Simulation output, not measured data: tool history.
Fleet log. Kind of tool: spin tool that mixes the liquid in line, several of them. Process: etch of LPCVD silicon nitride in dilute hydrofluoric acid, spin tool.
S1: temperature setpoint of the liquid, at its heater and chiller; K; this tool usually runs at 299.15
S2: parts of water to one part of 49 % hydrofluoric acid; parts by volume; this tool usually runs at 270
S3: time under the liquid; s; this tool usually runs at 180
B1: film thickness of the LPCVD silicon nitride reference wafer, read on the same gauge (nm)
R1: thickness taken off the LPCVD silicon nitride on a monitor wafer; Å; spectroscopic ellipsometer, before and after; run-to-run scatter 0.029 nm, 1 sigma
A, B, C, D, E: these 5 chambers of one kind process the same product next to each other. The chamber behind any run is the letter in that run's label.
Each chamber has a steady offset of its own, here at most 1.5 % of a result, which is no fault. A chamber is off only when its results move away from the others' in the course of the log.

| run | day | S1 | S2 | S3 | B1 | R1 |
|---|---|---|---|---|---|---|
| 1D | 0.400 | 299.15 | 270 | 180 | 39.968 | 3.3575 |
| 2C | 0.767 | 299.15 | 270 | 180 | 40.008 | 3.7259 |
| 3B | 1.033 | 299.15 | 270 | 180 | 40.004 | 3.6415 |
| 4A | 1.446 | 299.15 | 270 | 180 | 39.979 | 3.4859 |
| 5E | 1.817 | 299.15 | 270 | 180 | 40.004 | 3.2775 |
| 6A | 2.071 | 299.15 | 395 | 120 | 40.004 | 1.5531 |
| 7B | 2.479 | 299.15 | 395 | 120 | 40.003 | 1.4164 |
| 8E | 2.871 | 299.15 | 395 | 120 | 39.970 | 1.7982 |
| 9C | 3.262 | 299.15 | 395 | 120 | 40.018 | 1.8212 |
| 10D | 3.546 | 299.15 | 395 | 120 | 40.000 | 1.6227 |
| 11C | 3.779 | 296.65 | 330 | 180 | 40.015 | 2.6571 |
| 12B | 4.071 | 296.65 | 330 | 180 | 39.995 | 2.5322 |
| 13A | 4.521 | 296.65 | 330 | 180 | 39.994 | 2.6034 |
| 14D | 4.971 | 296.65 | 330 | 180 | 40.002 | 2.3634 |
| 15E | 5.283 | 296.65 | 330 | 180 | 39.989 | 2.3765 |
| 16E | 5.671 | 299.15 | 270 | 180 | 40.033 | 2.5928 |
| 17C | 6.004 | 299.15 | 270 | 180 | 40.006 | 4.0952 |
| 18B | 6.308 | 299.15 | 270 | 180 | 39.978 | 3.3713 |
| 19D | 6.675 | 299.15 | 270 | 180 | 39.967 | 3.6576 |
| 20A | 6.908 | 299.15 | 270 | 180 | 40.012 | 3.3852 |
| 21A | 7.196 | 303.15 | 270 | 115 | 39.998 | 2.3741 |
| 22E | 7.454 | 303.15 | 270 | 115 | 40.000 | 2.6630 |
| 23D | 7.804 | 303.15 | 270 | 115 | 40.021 | 2.9602 |
| 24C | 8.171 | 303.15 | 270 | 115 | 39.984 | 3.0052 |
| 25B | 8.512 | 303.15 | 270 | 115 | 39.963 | 3.2042 |
| 26A | 8.758 | 299.15 | 270 | 180 | 39.989 | 3.1416 |
|  | 8.854 | chamber A: thermometer replaced |
| 27D | 8.967 | 299.15 | 270 | 180 | 39.999 | 3.4931 |
| 28E | 9.242 | 299.15 | 270 | 180 | 40.000 | 3.3507 |
| 29B | 9.454 | 299.15 | 270 | 180 | 39.992 | 3.6805 |
| 30C | 9.700 | 299.15 | 270 | 180 | 39.981 | 3.3986 |
| 31B | 10.104 | 299.15 | 270 | 180 | 40.000 | 3.5153 |
| 32A | 10.517 | 299.15 | 270 | 180 | 39.986 | 3.3239 |
| 33D | 10.867 | 302.65 | 205 | 180 | 40.008 | 5.3246 |
| 34C | 11.325 | 302.65 | 205 | 180 | 40.023 | 6.0447 |
| 35E | 11.679 | 302.65 | 205 | 180 | 39.983 | 5.3798 |
|  | 11.967 | chamber E: thermometer replaced |
| 36A | 12.004 | 302.65 | 205 | 180 | 40.022 | 5.0078 |
| 37E | 12.262 | 302.65 | 205 | 180 | 39.999 | 5.2287 |
| 38C | 12.462 | 299.15 | 270 | 180 | 39.996 | 3.8434 |
| 39D | 12.683 | 299.15 | 270 | 180 | 39.980 | 4.0302 |

Predict what each chamber gives when all 5 of them run the settings below next.
| 40A | 13.012 | 301.65 | 270 | 180 |  | ? |
| 40B | 13.012 | 301.65 | 270 | 180 |  | ? |
| 40C | 13.012 | 301.65 | 270 | 180 |  | ? |
| 40D | 13.012 | 301.65 | 270 | 180 |  | ? |
| 40E | 13.012 | 301.65 | 270 | 180 |  | ? |

| run | R1 |
|---|---|
| 40A | 4.3077 |
| 40B | 3.6190 |
| 40C | 4.1118 |
| 40D | 4.3189 |
| 40E | 3.2445 |
